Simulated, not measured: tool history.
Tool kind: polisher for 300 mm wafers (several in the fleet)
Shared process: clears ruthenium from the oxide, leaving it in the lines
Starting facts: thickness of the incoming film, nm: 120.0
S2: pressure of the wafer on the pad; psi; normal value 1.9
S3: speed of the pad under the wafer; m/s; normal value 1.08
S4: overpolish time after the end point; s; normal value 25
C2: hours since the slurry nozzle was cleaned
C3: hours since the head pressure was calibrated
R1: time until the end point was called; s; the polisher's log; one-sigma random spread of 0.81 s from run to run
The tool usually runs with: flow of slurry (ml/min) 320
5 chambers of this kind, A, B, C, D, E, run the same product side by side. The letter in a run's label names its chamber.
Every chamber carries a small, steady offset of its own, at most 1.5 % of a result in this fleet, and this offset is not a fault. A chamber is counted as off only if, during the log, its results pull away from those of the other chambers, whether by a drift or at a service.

run 1B hour=12.6 | flow_of_slurry_(ml/min)=320 S2=1.9 S3=1.08 S4=25 | wafers_polished_on_this_pad=588 C2=276.8 C3=1214.1 | R1=89.442
-- hour=17.1 chamber C: worn pad replaced by a new one
run 2D hour=26.9 | flow_of_slurry_(ml/min)=320 S2=1.9 S3=1.08 S4=25 | wafers_polished_on_this_pad=795 C2=67.4 C3=403.5 | R1=89.295
-- hour=33.3 chamber D: worn pad replaced by a new one
-- hour=34.1 chamber C: slurry nozzle cleaned
-- hour=38.0 chamber A: worn pad replaced by a new one
run 3C hour=40.0 | flow_of_slurry_(ml/min)=320 S2=1.9 S3=1.08 S4=25 | wafers_polished_on_this_pad=179 C2=5.9 C3=975.1 | R1=88.346
run 4A hour=49.4 | flow_of_slurry_(ml/min)=320 S2=1.9 S3=1.08 S4=25 | wafers_polished_on_this_pad=89 C2=175.9 C3=214.5 | R1=90.762
-- hour=57.4 chamber E: worn pad replaced by a new one
run 5E hour=60.7 | flow_of_slurry_(ml/min)=320 S2=1.9 S3=1.08 S4=25 | wafers_polished_on_this_pad=26 C2=203.9 C3=259.4 | R1=90.149
run 6A hour=75.4 | flow_of_slurry_(ml/min)=320 S2=1.9 S3=1.08 S4=25 | wafers_polished_on_this_pad=292 C2=201.9 C3=240.5 | R1=89.752
run 7E hour=83.2 | flow_of_slurry_(ml/min)=320 S2=1.9 S3=1.08 S4=25 | wafers_polished_on_this_pad=202 C2=226.4 C3=281.9 | R1=90.016
run 8B hour=94.7 | flow_of_slurry_(ml/min)=320 S2=1.9 S3=1.08 S4=25 | wafers_polished_on_this_pad=1229 C2=358.9 C3=1296.2 | R1=88.015
-- hour=105.7 chamber B: worn pad replaced by a new one
run 9C hour=109.9 | flow_of_slurry_(ml/min)=320 S2=1.9 S3=1.08 S4=25 | wafers_polished_on_this_pad=725 C2=75.8 C3=1045.0 | R1=90.579
run 10D hour=123.0 | flow_of_slurry_(ml/min)=320 S2=1.9 S3=1.08 S4=25 | wafers_polished_on_this_pad=700 C2=163.5 C3=499.6 | R1=90.225
run 11A hour=137.6 | flow_of_slurry_(ml/min)=320 S2=1.6 S3=1.08 S4=25 | wafers_polished_on_this_pad=777 C2=264.1 C3=302.7 | R1=106.910
-- hour=140.1 chamber B: head pressure recalibrated
run 12B hour=151.3 | flow_of_slurry_(ml/min)=320 S2=1.6 S3=1.08 S4=25 | wafers_polished_on_this_pad=356 C2=415.5 C3=11.3 | R1=105.350
-- hour=152.8 chamber D: worn pad replaced by a new one
run 13E hour=159.6 | flow_of_slurry_(ml/min)=320 S2=1.6 S3=1.08 S4=25 | wafers_polished_on_this_pad=798 C2=302.8 C3=358.3 | R1=108.730
run 14D hour=174.8 | flow_of_slurry_(ml/min)=320 S2=1.6 S3=1.08 S4=25 | wafers_polished_on_this_pad=171 C2=215.3 C3=551.4 | R1=106.160
run 15C hour=187.2 | flow_of_slurry_(ml/min)=320 S2=1.6 S3=1.08 S4=25 | wafers_polished_on_this_pad=1328 C2=153.1 C3=1122.3 | R1=105.250
-- hour=192.4 chamber E: slurry nozzle cleaned
run 16C hour=201.6 | flow_of_slurry_(ml/min)=320 S2=1.9 S3=1.08 S4=25 | wafers_polished_on_this_pad=1440 C2=167.5 C3=1136.7 | R1=88.895
-- hour=204.6 chamber C: worn pad replaced by a new one
-- hour=210.2 chamber A: worn pad replaced by a new one
run 17D hour=214.4 | flow_of_slurry_(ml/min)=320 S2=1.9 S3=1.08 S4=25 | wafers_polished_on_this_pad=480 C2=254.9 C3=591.0 | R1=87.897
-- hour=215.7 chamber E: worn pad replaced by a new one
run 18E hour=221.2 | flow_of_slurry_(ml/min)=320 S2=1.9 S3=1.08 S4=25 | wafers_polished_on_this_pad=43 C2=28.9 C3=419.9 | R1=90.420
-- hour=223.7 chamber D: head pressure recalibrated
run 19A hour=231.3 | flow_of_slurry_(ml/min)=320 S2=1.9 S3=1.08 S4=25 | wafers_polished_on_this_pad=164 C2=357.8 C3=396.4 | R1=92.830
run 20B hour=238.1 | flow_of_slurry_(ml/min)=320 S2=1.9 S3=1.08 S4=25 | wafers_polished_on_this_pad=1033 C2=502.3 C3=98.1 | R1=90.583
run 21B hour=249.4 | flow_of_slurry_(ml/min)=240 S2=1.9 S3=1.08 S4=25 | wafers_polished_on_this_pad=1122 C2=513.6 C3=109.4 | R1=91.282
-- hour=263.2 chamber B: worn pad replaced by a new one
run 22A hour=264.9 | flow_of_slurry_(ml/min)=240 S2=1.9 S3=1.08 S4=25 | wafers_polished_on_this_pad=427 C2=391.4 C3=430.0 | R1=95.294
run 23E hour=275.4 | flow_of_slurry_(ml/min)=240 S2=1.9 S3=1.08 S4=25 | wafers_polished_on_this_pad=466 C2=83.1 C3=474.1 | R1=92.711
-- hour=288.1 chamber D: worn pad replaced by a new one
run 24D hour=288.2 | flow_of_slurry_(ml/min)=240 S2=1.9 S3=1.08 S4=25 | wafers_polished_on_this_pad=1 C2=328.7 C3=64.5 | R1=92.332
run 25C hour=295.9 | flow_of_slurry_(ml/min)=240 S2=1.9 S3=1.08 S4=25 | wafers_polished_on_this_pad=712 C2=261.8 C3=1231.0 | R1=92.448
run 26C hour=303.9 | flow_of_slurry_(ml/min)=320 S2=1.9 S3=1.08 S4=25 | wafers_polished_on_this_pad=775 C2=269.8 C3=1239.0 | R1=89.910
run 27E hour=318.8 | flow_of_slurry_(ml/min)=320 S2=1.9 S3=1.08 S4=25 | wafers_polished_on_this_pad=805 C2=126.5 C3=517.5 | R1=91.791
run 28B hour=334.2 | flow_of_slurry_(ml/min)=320 S2=1.9 S3=1.08 S4=25 | wafers_polished_on_this_pad=554 C2=598.4 C3=194.2 | R1=89.566
run 29D hour=345.5 | flow_of_slurry_(ml/min)=320 S2=1.9 S3=1.08 S4=25 | wafers_polished_on_this_pad=448 C2=386.0 C3=121.8 | R1=88.834
-- hour=354.0 chamber A: worn pad replaced by a new one
run 30A hour=359.4 | flow_of_slurry_(ml/min)=320 S2=1.9 S3=1.08 S4=25 | wafers_polished_on_this_pad=42 C2=485.9 C3=524.5 | R1=96.229
-- hour=363.8 chamber C: head pressure recalibrated
run 31C hour=366.4 | flow_of_slurry_(ml/min)=320 S2=1.9 S3=1.08 S4=25 | wafers_polished_on_this_pad=1262 C2=332.3 C3=2.7 | R1=88.956
run 32A hour=381.8 | flow_of_slurry_(ml/min)=320 S2=1.9 S3=1.08 S4=25 | wafers_polished_on_this_pad=217 C2=508.3 C3=546.9 | R1=96.832
run 33E hour=392.1 | flow_of_slurry_(ml/min)=320 S2=1.9 S3=1.08 S4=25 | wafers_polished_on_this_pad=1377 C2=199.8 C3=590.8 | R1=90.838
run 34D hour=403.1 | flow_of_slurry_(ml/min)=320 S2=1.7 S3=1.08 S4=25 | wafers_polished_on_this_pad=898 C2=443.6 C3=179.4 | R1=99.844
run 35B hour=415.3 | flow_of_slurry_(ml/min)=320 S2=1.7 S3=1.08 S4=25 | wafers_polished_on_this_pad=1187 C2=679.5 C3=275.3 | R1=99.455
-- hour=416.1 chamber E: worn pad replaced by a new one
run 36A hour=426.3 | flow_of_slurry_(ml/min)=320 S2=1.7 S3=1.08 S4=25 | wafers_polished_on_this_pad=564 C2=552.8 C3=591.4 | R1=112.270
run 37E hour=436.4 | flow_of_slurry_(ml/min)=320 S2=1.7 S3=1.08 S4=25 | wafers_polished_on_this_pad=158 C2=244.1 C3=635.1 | R1=100.340
-- hour=441.4 chamber B: worn pad replaced by a new one
run 38B hour=449.5 | flow_of_slurry_(ml/min)=320 S2=1.7 S3=1.08 S4=25 | wafers_polished_on_this_pad=63 C2=713.7 C3=309.5 | R1=99.454

For the next run the whole fleet of 5 chambers uses the same settings. Give each chamber's results:
run 39A hour=460.6 | flow_of_slurry_(ml/min)=320 S2=1.9 S3=1.08 S4=25 | R1=?
run 39B hour=460.6 | flow_of_slurry_(ml/min)=320 S2=1.9 S3=1.08 S4=25 | R1=?
run 39C hour=460.6 | flow_of_slurry_(ml/min)=320 S2=1.9 S3=1.08 S4=25 | R1=?
run 39D hour=460.6 | flow_of_slurry_(ml/min)=320 S2=1.9 S3=1.08 S4=25 | R1=?
run 39E hour=460.6 | flow_of_slurry_(ml/min)=320 S2=1.9 S3=1.08 S4=25 | R1=?

run=39A R1=102.780
run=39B R1=89.012
run=39C R1=89.146
run=39D R1=88.701
run=39E R1=89.852
